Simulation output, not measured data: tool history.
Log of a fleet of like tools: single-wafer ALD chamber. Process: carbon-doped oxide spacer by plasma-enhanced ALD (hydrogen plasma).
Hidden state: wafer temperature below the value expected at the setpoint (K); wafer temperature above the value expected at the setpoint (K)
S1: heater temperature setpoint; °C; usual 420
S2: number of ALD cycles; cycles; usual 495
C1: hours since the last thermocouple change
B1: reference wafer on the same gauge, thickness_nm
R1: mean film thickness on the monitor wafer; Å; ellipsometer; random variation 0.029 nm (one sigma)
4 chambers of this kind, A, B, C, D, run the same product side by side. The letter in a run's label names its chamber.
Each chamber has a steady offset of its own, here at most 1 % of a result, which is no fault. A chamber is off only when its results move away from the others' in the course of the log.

Run 1B, day 0.250: usual settings; C1 544.9; B1 25.705. Result: R1 233.28 Å.
Run 2D, day 0.533: usual settings; C1 236.7; B1 25.689. Result: R1 230.60 Å.
Run 3C, day 0.788: usual settings; C1 269.1; B1 25.691. Result: R1 231.99 Å.
Run 4A, day 1.025: usual settings; C1 728.7; B1 25.681. Result: R1 232.26 Å.
Run 5B, day 1.250: usual settings; C1 568.9; B1 25.679. Result: R1 233.34 Å.
Run 6C, day 1.550: usual settings; C1 287.4; B1 25.680. Result: R1 231.75 Å.
Run 7D, day 1.762: usual settings; C1 266.2; B1 25.676. Result: R1 230.89 Å.
Run 8A, day 1.921: usual settings; C1 750.2; B1 25.676. Result: R1 232.67 Å.
Run 9C, day 2.067: usual settings; C1 299.8; B1 25.674. Result: R1 231.46 Å.
Run 10D, day 2.229: usual settings; C1 277.4; B1 25.669. Result: R1 230.47 Å.
Run 11B, day 2.475: usual settings; C1 598.3; B1 25.665. Result: R1 233.45 Å.
Run 12A, day 2.754: usual settings; C1 770.2; B1 25.655. Result: R1 232.06 Å.
Run 13A, day 2.904: usual settings; C1 773.8; B1 25.654. Result: R1 232.18 Å.
Run 14C, day 3.229: usual settings; C1 327.7; B1 25.656. Result: R1 231.50 Å.
Run 15B, day 3.479: usual settings but S2 571 cycles; C1 622.4; B1 25.642. Result: R1 268.81 Å.
Run 16D, day 3.679: usual settings but S2 571 cycles; C1 312.2; B1 25.644. Result: R1 266.15 Å.
Run 17B, day 4.008: usual settings but S2 571 cycles; C1 635.1; B1 25.643. Result: R1 267.50 Å.
Run 18D, day 4.200: usual settings but S2 571 cycles; C1 324.7; B1 25.637. Result: R1 265.79 Å.
Run 19A, day 4.508: usual settings; C1 812.3; B1 25.641. Result: R1 231.60 Å.
Run 20C, day 4.679: usual settings; C1 362.5; B1 25.629. Result: R1 231.04 Å.
Run 21C, day 4.838: usual settings; C1 366.3; B1 25.634. Result: R1 231.39 Å.
Run 22D, day 5.138: usual settings; C1 347.2; B1 25.630. Result: R1 229.63 Å.
Run 23A, day 5.408: usual settings; C1 833.9; B1 25.628. Result: R1 231.22 Å.
Run 24B, day 5.592: usual settings; C1 673.1; B1 25.617. Result: R1 232.73 Å.
Run 25C, day 5.842: usual settings; C1 390.4; B1 25.617. Result: R1 231.18 Å.
Run 26D, day 6.033: usual settings but S2 552 cycles; C1 368.7; B1 25.612. Result: R1 256.15 Å.
Run 27A, day 6.350: usual settings but S2 552 cycles; C1 856.5; B1 25.614. Result: R1 258.37 Å.
Run 28B, day 6.550: usual settings but S2 552 cycles; C1 696.1; B1 25.603. Result: R1 259.08 Å.
Run 29C, day 6.867: usual settings but S2 552 cycles; C1 415.0; B1 25.598. Result: R1 257.06 Å.
Run 30A, day 7.192: usual settings but S2 450 cycles; C1 876.7; B1 25.609. Result: R1 210.10 Å.
Run 31B, day 7.400: usual settings but S2 450 cycles; C1 716.5; B1 25.595. Result: R1 211.30 Å.
Run 32D, day 7.608: usual settings but S2 450 cycles; C1 406.5; B1 25.590. Result: R1 208.62 Å.
Run 33A, day 7.758: usual settings but S2 450 cycles; C1 890.3; B1 25.589. Result: R1 210.44 Å.
Run 34C, day 8.050: usual settings; C1 443.4; B1 25.589. Result: R1 231.22 Å.
Run 35D, day 8.383: usual settings; C1 425.1; B1 25.575. Result: R1 229.77 Å.
Run 36B, day 8.562: usual settings; C1 744.4; B1 25.573. Result: R1 232.11 Å.
Run 37B, day 8.788: usual settings; C1 749.8; B1 25.571. Result: R1 231.98 Å.
Run 38A, day 9.038: usual settings; C1 921.0; B1 25.569. Result: R1 230.85 Å.

All 4 chambers run these settings next. Forecast each chamber's results:
Run 39A, day 9.279: usual settings. Result: R1 ?.
Run 39B, day 9.279: usual settings. Result: R1 ?.
Run 39C, day 9.279: usual settings. Result: R1 ?.
Run 39D, day 9.279: usual settings. Result: R1 ?.

run      R1
39A  231.09
39B  231.84
39C  230.45
39D  229.90
